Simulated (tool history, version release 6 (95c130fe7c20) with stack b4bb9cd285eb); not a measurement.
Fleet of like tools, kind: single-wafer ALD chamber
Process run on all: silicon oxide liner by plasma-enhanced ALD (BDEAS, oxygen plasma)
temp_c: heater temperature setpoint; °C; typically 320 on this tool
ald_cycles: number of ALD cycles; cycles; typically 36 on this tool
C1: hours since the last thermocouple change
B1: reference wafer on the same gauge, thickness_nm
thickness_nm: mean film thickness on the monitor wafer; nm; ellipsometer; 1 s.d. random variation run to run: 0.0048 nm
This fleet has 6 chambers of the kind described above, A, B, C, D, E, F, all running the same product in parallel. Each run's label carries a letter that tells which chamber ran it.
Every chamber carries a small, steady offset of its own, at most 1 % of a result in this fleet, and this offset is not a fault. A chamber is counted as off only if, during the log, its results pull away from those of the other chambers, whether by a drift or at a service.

{"run": "1D", "day": 0.188, "temp_c": 320, "ald_cycles": 36, "C1": 2285.5, "B1": 3.3409, "thickness_nm": 3.258}
{"run": "2A", "day": 0.362, "temp_c": 320, "ald_cycles": 36, "C1": 127.3, "B1": 3.341, "thickness_nm": 3.2484}
{"run": "3E", "day": 0.567, "temp_c": 320, "ald_cycles": 36, "C1": 875.3, "B1": 3.3419, "thickness_nm": 3.2378}
{"run": "4B", "day": 0.679, "temp_c": 320, "ald_cycles": 36, "C1": 1631.8, "B1": 3.343, "thickness_nm": 3.2346}
{"run": "5F", "day": 0.867, "temp_c": 320, "ald_cycles": 40, "C1": 457.1, "B1": 3.3413, "thickness_nm": 3.6427}
{"run": "6C", "day": 0.975, "temp_c": 320, "ald_cycles": 40, "C1": 1464.2, "B1": 3.3427, "thickness_nm": 3.5921}
{"run": "7F", "day": 1.212, "temp_c": 320, "ald_cycles": 40, "C1": 465.4, "B1": 3.3427, "thickness_nm": 3.652}
{"run": "8E", "day": 1.433, "temp_c": 320, "ald_cycles": 40, "C1": 896.1, "B1": 3.3426, "thickness_nm": 3.6054}
{"day": 1.521, "done": "chamber D: thermocouple changed; heater temperature recalibrated"}
{"run": "9A", "day": 1.688, "temp_c": 320, "ald_cycles": 40, "C1": 159.1, "B1": 3.3443, "thickness_nm": 3.6216}
{"run": "10B", "day": 1.804, "temp_c": 320, "ald_cycles": 40, "C1": 1658.8, "B1": 3.3437, "thickness_nm": 3.5989}
{"run": "11D", "day": 1.971, "temp_c": 320, "ald_cycles": 36, "C1": 10.9, "B1": 3.3452, "thickness_nm": 3.26}
{"run": "12C", "day": 2.108, "temp_c": 320, "ald_cycles": 36, "C1": 1491.4, "B1": 3.3452, "thickness_nm": 3.2351}
{"run": "13A", "day": 2.271, "temp_c": 320, "ald_cycles": 36, "C1": 173.1, "B1": 3.3463, "thickness_nm": 3.2513}
{"run": "14E", "day": 2.442, "temp_c": 320, "ald_cycles": 36, "C1": 920.3, "B1": 3.3465, "thickness_nm": 3.2449}
{"run": "15C", "day": 2.55, "temp_c": 332, "ald_cycles": 36, "C1": 1502.0, "B1": 3.3466, "thickness_nm": 3.1719}
{"run": "16D", "day": 2.775, "temp_c": 332, "ald_cycles": 36, "C1": 30.2, "B1": 3.347, "thickness_nm": 3.2031}
{"run": "17B", "day": 2.938, "temp_c": 332, "ald_cycles": 36, "C1": 1686.0, "B1": 3.3475, "thickness_nm": 3.1812}
{"run": "18F", "day": 3.171, "temp_c": 332, "ald_cycles": 36, "C1": 512.4, "B1": 3.3482, "thickness_nm": 3.2323}
{"day": 3.3, "done": "chamber C: thermocouple changed; heater temperature recalibrated"}
{"run": "19B", "day": 3.329, "temp_c": 332, "ald_cycles": 36, "C1": 1695.4, "B1": 3.349, "thickness_nm": 3.1922}
{"run": "20F", "day": 3.575, "temp_c": 332, "ald_cycles": 36, "C1": 522.1, "B1": 3.3483, "thickness_nm": 3.2332}
{"run": "21D", "day": 3.804, "temp_c": 320, "ald_cycles": 36, "C1": 54.9, "B1": 3.3503, "thickness_nm": 3.2716}
{"run": "22E", "day": 3.988, "temp_c": 320, "ald_cycles": 36, "C1": 957.4, "B1": 3.3492, "thickness_nm": 3.2553}
{"run": "23C", "day": 4.121, "temp_c": 320, "ald_cycles": 36, "C1": 19.7, "B1": 3.3514, "thickness_nm": 3.2472}
{"run": "24A", "day": 4.325, "temp_c": 320, "ald_cycles": 36, "C1": 222.4, "B1": 3.3511, "thickness_nm": 3.2727}
{"run": "25D", "day": 4.5, "temp_c": 320, "ald_cycles": 36, "C1": 71.6, "B1": 3.3513, "thickness_nm": 3.2743}
{"run": "26F", "day": 4.65, "temp_c": 320, "ald_cycles": 36, "C1": 547.9, "B1": 3.3521, "thickness_nm": 3.2927}
{"run": "27B", "day": 4.854, "temp_c": 320, "ald_cycles": 36, "C1": 1732.0, "B1": 3.3531, "thickness_nm": 3.2551}
{"run": "28A", "day": 5.058, "temp_c": 320, "ald_cycles": 36, "C1": 240.0, "B1": 3.3526, "thickness_nm": 3.2626}
{"run": "29E", "day": 5.3, "temp_c": 320, "ald_cycles": 32, "C1": 988.9, "B1": 3.3524, "thickness_nm": 2.889}
{"run": "30C", "day": 5.508, "temp_c": 320, "ald_cycles": 32, "C1": 53.0, "B1": 3.3532, "thickness_nm": 2.8815}
{"run": "31B", "day": 5.717, "temp_c": 320, "ald_cycles": 32, "C1": 1752.7, "B1": 3.3547, "thickness_nm": 2.8903}
{"run": "32F", "day": 5.942, "temp_c": 320, "ald_cycles": 32, "C1": 578.9, "B1": 3.3547, "thickness_nm": 2.9378}
{"run": "33E", "day": 6.108, "temp_c": 320, "ald_cycles": 32, "C1": 1008.3, "B1": 3.3565, "thickness_nm": 2.8875}
{"run": "34A", "day": 6.242, "temp_c": 320, "ald_cycles": 32, "C1": 268.4, "B1": 3.3572, "thickness_nm": 2.9018}
{"run": "35C", "day": 6.425, "temp_c": 315, "ald_cycles": 32, "C1": 75.0, "B1": 3.3561, "thickness_nm": 2.9044}
{"run": "36D", "day": 6.604, "temp_c": 315, "ald_cycles": 32, "C1": 122.1, "B1": 3.3565, "thickness_nm": 2.9334}
{"run": "37E", "day": 6.821, "temp_c": 315, "ald_cycles": 32, "C1": 1025.4, "B1": 3.3571, "thickness_nm": 2.9072}
{"run": "38A", "day": 7.017, "temp_c": 315, "ald_cycles": 32, "C1": 287.0, "B1": 3.3585, "thickness_nm": 2.9156}
{"run": "39C", "day": 7.2, "temp_c": 315, "ald_cycles": 32, "C1": 93.6, "B1": 3.357, "thickness_nm": 2.9102}
{"run": "40B", "day": 7.383, "temp_c": 315, "ald_cycles": 32, "C1": 1792.7, "B1": 3.3582, "thickness_nm": 2.9171}
{"run": "41F", "day": 7.625, "temp_c": 320, "ald_cycles": 36, "C1": 619.3, "B1": 3.3599, "thickness_nm": 3.3046}
{"run": "42D", "day": 7.742, "temp_c": 320, "ald_cycles": 42, "C1": 149.4, "B1": 3.3593, "thickness_nm": 3.8201}

Does one chamber stand apart from the rest, does the shared gauge drift, or is all well apart from small per-chamber offsets? Give the chamber and the most likely cause, where there is one.

None of the chambers is off. What moves is the gauge, dragging all their readings along together.
Cause: gauge reads high (%) = 0.603.
